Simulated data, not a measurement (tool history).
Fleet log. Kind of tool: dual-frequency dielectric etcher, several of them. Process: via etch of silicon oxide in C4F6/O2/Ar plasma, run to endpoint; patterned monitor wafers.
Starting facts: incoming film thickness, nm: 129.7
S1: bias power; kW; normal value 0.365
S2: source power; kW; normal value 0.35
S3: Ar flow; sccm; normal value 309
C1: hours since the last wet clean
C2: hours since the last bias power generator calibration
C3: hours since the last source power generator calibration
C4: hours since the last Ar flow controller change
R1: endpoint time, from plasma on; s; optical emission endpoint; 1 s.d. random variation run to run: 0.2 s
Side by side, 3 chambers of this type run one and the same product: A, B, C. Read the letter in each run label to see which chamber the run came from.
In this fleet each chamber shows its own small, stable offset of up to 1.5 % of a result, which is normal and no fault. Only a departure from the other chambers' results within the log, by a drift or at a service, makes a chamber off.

Run 1C, hour 7.3: usual settings; C1 492.5; C2 2922.2; C3 2208.5; C4 3251.6. Result: R1 34.118 s.
Run 2B, hour 20.8: usual settings; C1 221.5; C2 1798.4; C3 619.6; C4 2284.1. Result: R1 33.992 s.
Run 3A, hour 30.2: usual settings; C1 116; C2 579.7; C3 517; C4 72.5. Result: R1 34.41 s.
Run 4C, hour 38.9: usual settings; C1 524.1; C2 2953.8; C3 2240.1; C4 3283.2. Result: R1 33.984 s.
At hour 48.3: chamber C: wet clean of the chamber.
Run 5A, hour 54.5: usual settings; C1 140.3; C2 604; C3 541.3; C4 96.8. Result: R1 34.158 s.
Run 6B, hour 65.9: usual settings; C1 266.6; C2 1843.5; C3 664.7; C4 2329.2. Result: R1 34.044 s.
Run 7A, hour 79.7: usual settings; C1 165.5; C2 629.2; C3 566.5; C4 122. Result: R1 34.035 s.
Run 8C, hour 95.9: usual settings; C1 47.6; C2 3010.8; C3 2297.1; C4 3340.2. Result: R1 34.007 s.
Run 9B, hour 106: usual settings; C1 306.7; C2 1883.6; C3 704.8; C4 2369.3. Result: R1 34.079 s.
Run 10B, hour 115.2: usual settings; C1 315.9; C2 1892.8; C3 714; C4 2378.5. Result: R1 33.958 s.
Run 11C, hour 127.7: usual settings; C1 79.4; C2 3042.6; C3 2328.9; C4 3372. Result: R1 34.198 s.
Run 12A, hour 137.5: usual settings; C1 223.3; C2 687; C3 624.3; C4 179.8. Result: R1 34.028 s.
Run 13A, hour 150.6: usual settings; C1 236.4; C2 700.1; C3 637.4; C4 192.9. Result: R1 34.571 s.
Run 14C, hour 158.7: usual settings; C1 110.4; C2 3073.6; C3 2359.9; C4 3403. Result: R1 34.477 s.
Run 15B, hour 169.5: usual settings; C1 370.2; C2 1947.1; C3 768.3; C4 2432.8. Result: R1 33.581 s.
Run 16A, hour 181.8: usual settings; C1 267.6; C2 731.3; C3 668.6; C4 224.1. Result: R1 34.409 s.
Run 17C, hour 195.4: usual settings; C1 147.1; C2 3110.3; C3 2396.6; C4 3439.7. Result: R1 33.811 s.
Run 18B, hour 205.5: usual settings; C1 406.2; C2 1983.1; C3 804.3; C4 2468.8. Result: R1 33.862 s.
At hour 214.4: chamber B: wet clean of the chamber.
Run 19A, hour 216.8: usual settings; C1 302.6; C2 766.3; C3 703.6; C4 259.1. Result: R1 34.337 s.
Run 20C, hour 229.7: usual settings; C1 181.4; C2 3144.6; C3 2430.9; C4 3474. Result: R1 34.037 s.
Run 21B, hour 242: usual settings; C1 27.6; C2 2019.6; C3 840.8; C4 2505.3. Result: R1 32.982 s.
Run 22A, hour 253.8: usual settings; C1 339.6; C2 803.3; C3 740.6; C4 296.1. Result: R1 34.314 s.
Run 23B, hour 269.9: usual settings; C1 55.5; C2 2047.5; C3 868.7; C4 2533.2. Result: R1 32.603 s.
Run 24C, hour 278.6: usual settings; C1 230.3; C2 3193.5; C3 2479.8; C4 3522.9. Result: R1 33.925 s.
Run 25A, hour 289.6: usual settings; C1 375.4; C2 839.1; C3 776.4; C4 331.9. Result: R1 34.056 s.
Run 26B, hour 303.7: usual settings but S2 0.42 kW; C1 89.3; C2 2081.3; C3 902.5; C4 2567. Result: R1 30.716 s.
Run 27C, hour 317.1: usual settings but S2 0.42 kW; C1 268.8; C2 3232; C3 2518.3; C4 3561.4. Result: R1 31.612 s.
Run 28C, hour 331.4: usual settings but S2 0.42 kW; C1 283.1; C2 3246.3; C3 2532.6; C4 3575.7. Result: R1 32.009 s.
Run 29B, hour 339.7: usual settings; C1 125.3; C2 2117.3; C3 938.5; C4 2603. Result: R1 32.68 s.
Run 30A, hour 347.7: usual settings but S2 0.31 kW, S3 355 sccm; C1 433.5; C2 897.2; C3 834.5; C4 390. Result: R1 36.35 s.
Run 31C, hour 361.1: usual settings but S2 0.31 kW, S3 355 sccm; C1 312.8; C2 3276; C3 2562.3; C4 3605.4. Result: R1 36.021 s.
Run 32B, hour 371.5: usual settings but S2 0.31 kW, S3 355 sccm; C1 157.1; C2 2149.1; C3 970.3; C4 2634.8. Result: R1 34.576 s.
Run 33A, hour 386.6: usual settings but S2 0.31 kW; C1 472.4; C2 936.1; C3 873.4; C4 428.9. Result: R1 35.865 s.
Run 34C, hour 396.9: usual settings but S2 0.31 kW; C1 348.6; C2 3311.8; C3 2598.1; C4 3641.2. Result: R1 35.68 s.
Run 35A, hour 412.8: usual settings but S2 0.31 kW; C1 498.6; C2 962.3; C3 899.6; C4 455.1. Result: R1 36.084 s.
Run 36B, hour 423.6: usual settings; C1 209.2; C2 2201.2; C3 1022.4; C4 2686.9. Result: R1 32.55 s.
Run 37C, hour 438.4: usual settings; C1 390.1; C2 3353.3; C3 2639.6; C4 3682.7. Result: R1 34.06 s.
Run 38B, hour 447: usual settings; C1 232.6; C2 2224.6; C3 1045.8; C4 2710.3. Result: R1 32.751 s.
Run 39A, hour 461.8: usual settings; C1 547.6; C2 1011.3; C3 948.6; C4 504.1. Result: R1 34.627 s.
Run 40C, hour 470.2: usual settings; C1 421.9; C2 3385.1; C3 2671.4; C4 3714.5. Result: R1 34.039 s.
At hour 471: chamber A: wet clean of the chamber.
Run 41B, hour 478.5: usual settings; C1 264.1; C2 2256.1; C3 1077.3; C4 2741.8. Result: R1 32.922 s.
Run 42A, hour 492.6: usual settings; C1 21.7; C2 1042.1; C3 979.4; C4 534.9. Result: R1 33.917 s.

Is one chamber off against the others, does the gauge drift, or is nothing wrong? If a chamber is off, say which, and what the likeliest cause is.

After it was serviced, chamber B no longer matches the other chambers.
Most likely cause: etch rate over this chamber's usual, % = 3.48.

Here are 4 candidates for chamber B's next run, each the usual settings with a change, their results left as question marks. Which one brings its results back in line with what the others give on the usual settings?
To be in line, a result may differ from the other chambers' mean on the usual settings by at most: R1 0.7 s
Run 43B-1, hour 504.5: usual settings but S1 0.347 kW, S2 0.33 kW, S3 314 sccm. Result: R1 ?.
Run 43B-2, hour 504.5: usual settings but S2 0.28 kW, S3 327 sccm. Result: R1 ?.
Run 43B-3, hour 504.5: usual settings but S1 0.405 kW, S2 0.39 kW. Result: R1 ?.
Run 43B-4, hour 504.5: usual settings but S1 0.384 kW, S2 0.37 kW. Result: R1 ?.

What the other chambers average on the usual settings: R1 34.162 s
  run      R1
43B-1  34.136
43B-2  35.789
43B-3  30.283
43B-4  31.484
Change 43B-1 lands the chamber within the allowed miss of the other chambers.
